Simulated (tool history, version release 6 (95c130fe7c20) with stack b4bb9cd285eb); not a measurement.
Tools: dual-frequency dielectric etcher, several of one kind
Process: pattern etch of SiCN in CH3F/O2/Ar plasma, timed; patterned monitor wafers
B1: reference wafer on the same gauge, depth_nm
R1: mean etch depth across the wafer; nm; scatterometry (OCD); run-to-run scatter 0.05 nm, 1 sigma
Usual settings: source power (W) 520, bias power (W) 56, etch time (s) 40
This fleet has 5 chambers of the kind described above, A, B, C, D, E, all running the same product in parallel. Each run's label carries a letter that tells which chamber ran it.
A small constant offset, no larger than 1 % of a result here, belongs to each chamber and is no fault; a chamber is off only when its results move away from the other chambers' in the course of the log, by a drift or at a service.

Run 1C, hour 11.3: usual settings; B1 17.396. Result: R1 15.286 nm.
Run 2E, hour 21: usual settings; B1 17.385. Result: R1 15.198 nm.
Run 3A, hour 33.3: usual settings; B1 17.409. Result: R1 15.327 nm.
Run 4B, hour 44.9: usual settings; B1 17.381. Result: R1 15.281 nm.
Run 5D, hour 55.9: usual settings; B1 17.391. Result: R1 15.35 nm.
Run 6C, hour 69.6: usual settings; B1 17.39. Result: R1 15.4 nm.
Run 7B, hour 82: usual settings; B1 17.398. Result: R1 15.364 nm.
At hour 84.7: chamber B: wet clean of the chamber.
Run 8A, hour 94.4: usual settings; B1 17.397. Result: R1 15.376 nm.
Run 9D, hour 104.1: usual settings; B1 17.396. Result: R1 15.349 nm.
Run 10E, hour 114.2: usual settings; B1 17.397. Result: R1 15.249 nm.
Run 11E, hour 126.7: usual settings but source power (W) 470, etch time (s) 44; B1 17.397. Result: R1 16.155 nm.
Run 12B, hour 133.1: usual settings but source power (W) 470, etch time (s) 44; B1 17.389. Result: R1 16.094 nm.
Run 13C, hour 145.7: usual settings but source power (W) 470, etch time (s) 44; B1 17.392. Result: R1 16.215 nm.
Run 14D, hour 157.1: usual settings but source power (W) 470, etch time (s) 44; B1 17.401. Result: R1 16.279 nm.
At hour 169: chamber C: wet clean of the chamber.
Run 15A, hour 169.1: usual settings but source power (W) 470, etch time (s) 44; B1 17.419. Result: R1 16.291 nm.
At hour 169.6: chamber D: wet clean of the chamber.
Run 16D, hour 183.6: usual settings; B1 17.395. Result: R1 15.347 nm.
Run 17B, hour 195.2: usual settings; B1 17.414. Result: R1 15.293 nm.
Run 18C, hour 206: usual settings; B1 17.402. Result: R1 14.697 nm.
Run 19A, hour 214.1: usual settings; B1 17.395. Result: R1 15.447 nm.
Run 20E, hour 222.4: usual settings; B1 17.393. Result: R1 15.307 nm.
Run 21A, hour 231.6: usual settings; B1 17.395. Result: R1 15.435 nm.
Run 22B, hour 243.5: usual settings; B1 17.398. Result: R1 15.289 nm.
At hour 249.9: chamber A: wet clean of the chamber.
Run 23E, hour 253.1: usual settings but source power (W) 580; B1 17.4. Result: R1 15.826 nm.
Run 24C, hour 264.5: usual settings but source power (W) 580; B1 17.4. Result: R1 15.374 nm.
Run 25D, hour 276.9: usual settings but source power (W) 580; B1 17.398. Result: R1 15.945 nm.
Run 26E, hour 285.4: usual settings but source power (W) 580; B1 17.396. Result: R1 15.948 nm.
Run 27A, hour 297.2: usual settings but source power (W) 580; B1 17.386. Result: R1 16.05 nm.
At hour 299.6: chamber E: bias power generator calibrated.
At hour 303.4: chamber E: wet clean of the chamber.
Run 28B, hour 304.4: usual settings; B1 17.402. Result: R1 15.286 nm.
Run 29D, hour 318.9: usual settings; B1 17.382. Result: R1 15.333 nm.
Run 30C, hour 330.5: usual settings; B1 17.4. Result: R1 14.732 nm.
Run 31B, hour 343.3: usual settings; B1 17.412. Result: R1 15.249 nm.
Run 32A, hour 354.6: usual settings; B1 17.39. Result: R1 15.44 nm.
Run 33C, hour 361.2: usual settings; B1 17.397. Result: R1 14.679 nm.
Run 34D, hour 375.5: usual settings; B1 17.403. Result: R1 15.406 nm.
Run 35E, hour 384.2: usual settings; B1 17.391. Result: R1 15.216 nm.
Run 36E, hour 398.7: usual settings; B1 17.395. Result: R1 15.285 nm.
Run 37C, hour 408.1: usual settings; B1 17.399. Result: R1 14.697 nm.

Which is it: a chamber that has drifted or been left off by a service, a gauge drift common to all chambers, or only each chamber's usual small offset? If a chamber is off, name it and its likeliest cause.

After it was serviced, chamber C no longer matches the other chambers.
What lies behind it: etch rate under this chamber's usual, % = 3.93.

Below are 4 candidate recipes for chamber C's next run, each the usual settings with a change, their results shown as question marks. Which of them brings C's results back in line with what the other chambers give on the usual settings?
To be in line, a result may differ from the other chambers' mean on the usual settings by at most: R1 0.18 nm
Run 38C-1, hour 418.6: usual settings but etch time (s) 40.5. Result: R1 ?.
Run 38C-2, hour 418.6: usual settings but etch time (s) 41.5. Result: R1 ?.
Run 38C-3, hour 418.6: usual settings but etch time (s) 39.5. Result: R1 ?.
Run 38C-4, hour 418.6: usual settings but bias power (W) 49. Result: R1 ?.

Other chambers, usual settings, mean: R1 15.315 nm
  run      R1
38C-1  14.881
38C-2  15.249
38C-3  14.514
38C-4  14.085
It is 38C-2 that realigns the chamber with its peers.

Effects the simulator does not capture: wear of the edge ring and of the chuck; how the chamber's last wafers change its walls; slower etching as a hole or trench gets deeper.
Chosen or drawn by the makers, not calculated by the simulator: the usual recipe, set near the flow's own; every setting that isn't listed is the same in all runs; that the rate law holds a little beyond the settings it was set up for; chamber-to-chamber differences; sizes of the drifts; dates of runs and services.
